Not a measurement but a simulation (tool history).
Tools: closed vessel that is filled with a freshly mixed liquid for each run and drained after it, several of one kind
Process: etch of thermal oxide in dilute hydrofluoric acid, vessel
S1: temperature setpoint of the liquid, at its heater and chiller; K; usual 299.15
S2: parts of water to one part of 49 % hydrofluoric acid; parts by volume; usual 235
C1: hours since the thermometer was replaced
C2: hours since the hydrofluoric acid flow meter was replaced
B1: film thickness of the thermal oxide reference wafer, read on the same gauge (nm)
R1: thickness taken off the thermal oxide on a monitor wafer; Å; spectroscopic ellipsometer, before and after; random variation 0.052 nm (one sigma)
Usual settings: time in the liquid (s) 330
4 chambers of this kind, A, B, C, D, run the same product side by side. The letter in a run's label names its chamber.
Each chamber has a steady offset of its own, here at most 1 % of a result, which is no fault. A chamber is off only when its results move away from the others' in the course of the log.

{"run": "1B", "hour": 4.1, "S1": 299.15, "S2": 235, "time in the liquid (s)": 330, "C1": 376.7, "C2": 1038.2, "B1": 119.97, "R1": 61.943}
{"run": "2D", "hour": 8.8, "S1": 299.15, "S2": 235, "time in the liquid (s)": 330, "C1": 975.8, "C2": 431.9, "B1": 120.02, "R1": 61.936}
{"run": "3A", "hour": 14.5, "S1": 299.15, "S2": 235, "time in the liquid (s)": 330, "C1": 391.6, "C2": 272.2, "B1": 120.0, "R1": 61.162}
{"run": "4C", "hour": 18.9, "S1": 299.15, "S2": 235, "time in the liquid (s)": 330, "C1": 1469.5, "C2": 351.6, "B1": 120.03, "R1": 60.99}
{"run": "5C", "hour": 24.5, "S1": 299.15, "S2": 235, "time in the liquid (s)": 330, "C1": 1475.1, "C2": 357.2, "B1": 120.03, "R1": 61.478}
{"run": "6B", "hour": 30.3, "S1": 299.15, "S2": 235, "time in the liquid (s)": 330, "C1": 402.9, "C2": 1064.4, "B1": 120.01, "R1": 61.869}
{"run": "7D", "hour": 34.5, "S1": 299.15, "S2": 235, "time in the liquid (s)": 330, "C1": 1001.5, "C2": 457.6, "B1": 120.03, "R1": 60.993}
{"run": "8A", "hour": 39.0, "S1": 299.15, "S2": 235, "time in the liquid (s)": 330, "C1": 416.1, "C2": 296.7, "B1": 120.01, "R1": 62.349}
{"run": "9B", "hour": 44.3, "S1": 299.15, "S2": 235, "time in the liquid (s)": 330, "C1": 416.9, "C2": 1078.4, "B1": 120.0, "R1": 61.963}
{"run": "10A", "hour": 47.2, "S1": 299.15, "S2": 235, "time in the liquid (s)": 330, "C1": 424.3, "C2": 304.9, "B1": 120.0, "R1": 61.684}
{"run": "11C", "hour": 50.6, "S1": 299.15, "S2": 235, "time in the liquid (s)": 330, "C1": 1501.2, "C2": 383.3, "B1": 119.96, "R1": 62.101}
{"run": "12D", "hour": 53.5, "S1": 299.15, "S2": 235, "time in the liquid (s)": 330, "C1": 1020.5, "C2": 476.6, "B1": 120.02, "R1": 62.898}
{"run": "13A", "hour": 58.4, "S1": 299.15, "S2": 235, "time in the liquid (s)": 330, "C1": 435.5, "C2": 316.1, "B1": 120.02, "R1": 60.923}
{"run": "14B", "hour": 61.5, "S1": 299.15, "S2": 235, "time in the liquid (s)": 330, "C1": 434.1, "C2": 1095.6, "B1": 119.99, "R1": 62.166}
{"run": "15D", "hour": 66.6, "S1": 299.15, "S2": 235, "time in the liquid (s)": 330, "C1": 1033.6, "C2": 489.7, "B1": 119.99, "R1": 62.871}
{"run": "16C", "hour": 71.9, "S1": 299.15, "S2": 185, "time in the liquid (s)": 160, "C1": 1522.5, "C2": 404.6, "B1": 120.03, "R1": 39.962}
{"run": "17C", "hour": 77.1, "S1": 299.15, "S2": 185, "time in the liquid (s)": 160, "C1": 1527.7, "C2": 409.8, "B1": 119.97, "R1": 40.424}
{"run": "18B", "hour": 81.0, "S1": 299.15, "S2": 185, "time in the liquid (s)": 160, "C1": 453.6, "C2": 1115.1, "B1": 119.99, "R1": 40.94}
{"run": "19A", "hour": 86.1, "S1": 299.15, "S2": 185, "time in the liquid (s)": 160, "C1": 463.2, "C2": 343.8, "B1": 119.99, "R1": 40.526}
{"run": "20D", "hour": 91.8, "S1": 299.15, "S2": 330, "time in the liquid (s)": 330, "C1": 1058.8, "C2": 514.9, "B1": 119.99, "R1": 39.538}
{"run": "21A", "hour": 96.9, "S1": 299.15, "S2": 330, "time in the liquid (s)": 330, "C1": 474.0, "C2": 354.6, "B1": 120.0, "R1": 39.592}
{"run": "22C", "hour": 100.5, "S1": 299.15, "S2": 330, "time in the liquid (s)": 330, "C1": 1551.1, "C2": 433.2, "B1": 120.03, "R1": 40.826}
{"run": "23B", "hour": 106.1, "S1": 299.15, "S2": 330, "time in the liquid (s)": 330, "C1": 478.7, "C2": 1140.2, "B1": 120.0, "R1": 39.447}
{"run": "24D", "hour": 108.9, "S1": 299.15, "S2": 235, "time in the liquid (s)": 330, "C1": 1075.9, "C2": 532.0, "B1": 119.99, "R1": 61.269}
{"run": "25C", "hour": 113.4, "S1": 295.15, "S2": 235, "time in the liquid (s)": 455, "C1": 1564.0, "C2": 446.1, "B1": 120.02, "R1": 75.375}
{"run": "26D", "hour": 116.1, "S1": 295.15, "S2": 235, "time in the liquid (s)": 455, "C1": 1083.1, "C2": 539.2, "B1": 120.01, "R1": 74.216}
{"run": "27B", "hour": 121.8, "S1": 295.15, "S2": 235, "time in the liquid (s)": 455, "C1": 494.4, "C2": 1155.9, "B1": 119.98, "R1": 73.464}
{"run": "28A", "hour": 125.6, "S1": 295.15, "S2": 235, "time in the liquid (s)": 455, "C1": 502.7, "C2": 383.3, "B1": 120.02, "R1": 74.101}
{"run": "29B", "hour": 128.6, "S1": 299.15, "S2": 235, "time in the liquid (s)": 330, "C1": 501.2, "C2": 1162.7, "B1": 119.99, "R1": 62.06}
{"hour": 132.8, "done": "chamber C: thermometer replaced"}
{"run": "30A", "hour": 133.3, "S1": 299.15, "S2": 235, "time in the liquid (s)": 330, "C1": 510.4, "C2": 391.0, "B1": 120.03, "R1": 60.861}
{"run": "31D", "hour": 139.1, "S1": 299.15, "S2": 235, "time in the liquid (s)": 330, "C1": 1106.1, "C2": 562.2, "B1": 119.97, "R1": 61.943}
{"run": "32C", "hour": 144.3, "S1": 299.15, "S2": 235, "time in the liquid (s)": 330, "C1": 11.6, "C2": 477.0, "B1": 120.0, "R1": 64.48}
{"run": "33D", "hour": 149.3, "S1": 299.15, "S2": 235, "time in the liquid (s)": 330, "C1": 1116.3, "C2": 572.4, "B1": 119.97, "R1": 61.443}
{"run": "34B", "hour": 153.1, "S1": 299.15, "S2": 235, "time in the liquid (s)": 330, "C1": 525.7, "C2": 1187.2, "B1": 120.03, "R1": 62.458}
{"run": "35C", "hour": 156.4, "S1": 299.15, "S2": 235, "time in the liquid (s)": 330, "C1": 23.7, "C2": 489.1, "B1": 120.0, "R1": 64.323}
{"run": "36A", "hour": 161.9, "S1": 299.15, "S2": 235, "time in the liquid (s)": 330, "C1": 539.0, "C2": 419.6, "B1": 120.05, "R1": 62.235}
{"run": "37A", "hour": 166.1, "S1": 299.15, "S2": 235, "time in the liquid (s)": 330, "C1": 543.2, "C2": 423.8, "B1": 119.98, "R1": 61.332}
{"run": "38B", "hour": 170.3, "S1": 299.15, "S2": 235, "time in the liquid (s)": 330, "C1": 542.9, "C2": 1204.4, "B1": 119.98, "R1": 62.827}
{"run": "39D", "hour": 174.4, "S1": 299.15, "S2": 235, "time in the liquid (s)": 330, "C1": 1141.4, "C2": 597.5, "B1": 119.99, "R1": 61.948}
{"run": "40C", "hour": 179.9, "S1": 299.15, "S2": 235, "time in the liquid (s)": 330, "C1": 47.2, "C2": 512.6, "B1": 119.98, "R1": 64.372}
{"run": "41D", "hour": 186.1, "S1": 299.15, "S2": 235, "time in the liquid (s)": 330, "C1": 1153.1, "C2": 609.2, "B1": 119.98, "R1": 60.985}

What goes on in this fleet: one chamber off, a drifting gauge, or nothing beyond the chambers' own small offsets? Name the chamber and the cause, if any.

Chamber C drifts away from the others.
Cause: hydrofluoric acid flow above the setpoint (%) = 5.13.

Here are 4 candidates for chamber C's next run, each the usual settings with a change, their results left as question marks. Which one brings its results back in line with what the others give on the usual settings?
In line means no further than this from the other chambers' mean on the usual settings: R1 1.800 Å
{"run": "42C-1", "hour": 190.5, "S1": 299.15, "S2": 235, "time in the liquid (s)": 295, "R1": "?"}
{"run": "42C-2", "hour": 190.5, "S1": 299.15, "S2": 230, "time in the liquid (s)": 340, "R1": "?"}
{"run": "42C-3", "hour": 190.5, "S1": 299.15, "S2": 240, "time in the liquid (s)": 320, "R1": "?"}
{"run": "42C-4", "hour": 190.5, "S1": 299.15, "S2": 215, "time in the liquid (s)": 330, "R1": "?"}

The other chambers' mean on the usual settings: R1 61.790 Å
run=42C-1 R1=58.273
run=42C-2 R1=68.971
run=42C-3 R1=61.582
run=42C-4 R1=72.716
42C-3 brings the chamber back in line.
